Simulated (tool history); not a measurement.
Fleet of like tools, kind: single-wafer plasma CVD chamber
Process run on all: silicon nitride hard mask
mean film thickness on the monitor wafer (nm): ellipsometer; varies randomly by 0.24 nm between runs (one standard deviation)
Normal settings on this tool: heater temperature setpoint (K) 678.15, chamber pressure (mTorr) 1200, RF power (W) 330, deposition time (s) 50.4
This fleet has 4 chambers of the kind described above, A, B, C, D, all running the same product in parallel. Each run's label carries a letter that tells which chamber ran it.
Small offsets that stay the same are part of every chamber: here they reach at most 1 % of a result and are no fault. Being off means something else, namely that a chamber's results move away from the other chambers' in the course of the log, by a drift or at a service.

run,hour,heater temperature setpoint (K),chamber pressure (mTorr),RF power (W),deposition time (s),"read-back reference wafer on the same gauge, thickness_nm",mean film thickness on the monitor wafer (nm)
# hour 7.3: chamber A: capacitance manometer re-zeroed and calibrated
1C,7.8,678.15,1200,330,50.4,55.136,56.139
2A,14.1,678.15,1200,330,50.4,55.142,56.921
3D,21.7,678.15,1200,330,50.4,55.095,56.741
4B,34.1,678.15,1200,330,50.4,55.089,56.95
5B,45,678.15,1200,330,50.4,55.105,56.42
6A,58.9,678.15,1200,330,50.4,55.108,56.678
7C,71.4,683.15,1200,330,46.8,55.063,51.842
8D,82.5,683.15,1200,330,46.8,55.052,52.904
9B,91.1,683.15,1200,330,46.8,55.126,52.491
10A,103.8,683.15,1200,330,46.8,55.091,52.234
11C,112.2,678.15,1200,330,50.4,55.049,56.302
12D,123.8,678.15,1200,330,50.4,55.063,56.835
13D,133.1,678.15,1200,330,50.4,55.097,56.747
14C,146.4,678.15,1200,330,41.6,55.128,46.131
15A,155.1,678.15,1200,330,41.6,55.107,46.753
16B,163,678.15,1200,330,41.6,55.164,46.632
17B,172.9,678.15,1200,330,41.6,55.057,46.752
18A,183.1,678.15,1200,330,50.4,55.121,56.504
19C,191.1,678.15,1200,330,50.4,55.14,56.266
20D,201.5,678.15,1200,330,50.4,55.107,56.707
# hour 204.5: chamber B: RF generator calibrated
21B,210.6,678.15,1200,330,50.4,55.084,56.542
22A,224.5,678.15,1200,330,45.8,55.108,51.755
23D,233.3,678.15,1200,330,45.8,55.136,51.309
24C,240.1,678.15,1200,330,45.8,55.03,50.894
25C,250,678.15,1200,330,45.8,55.063,51.044
26A,259.2,678.15,1200,330,50.4,55.079,56.488
# hour 266.2: chamber C: capacitance manometer re-zeroed and calibrated
27D,268,678.15,1200,330,50.4,55.042,56.686
28B,276.8,678.15,1200,330,50.4,55.162,57.14
29B,283.2,678.15,1200,330,50.4,55.079,56.671
30C,289.7,678.15,1200,330,50.4,55.115,55.934
31A,301.1,678.15,1200,330,50.4,55.124,56.63

Is one chamber off against the others, does the gauge drift, or is nothing wrong? If a chamber is off, say which, and what the likeliest cause is.

No chamber stands off beyond its own small offset, and the gauge holds steady.
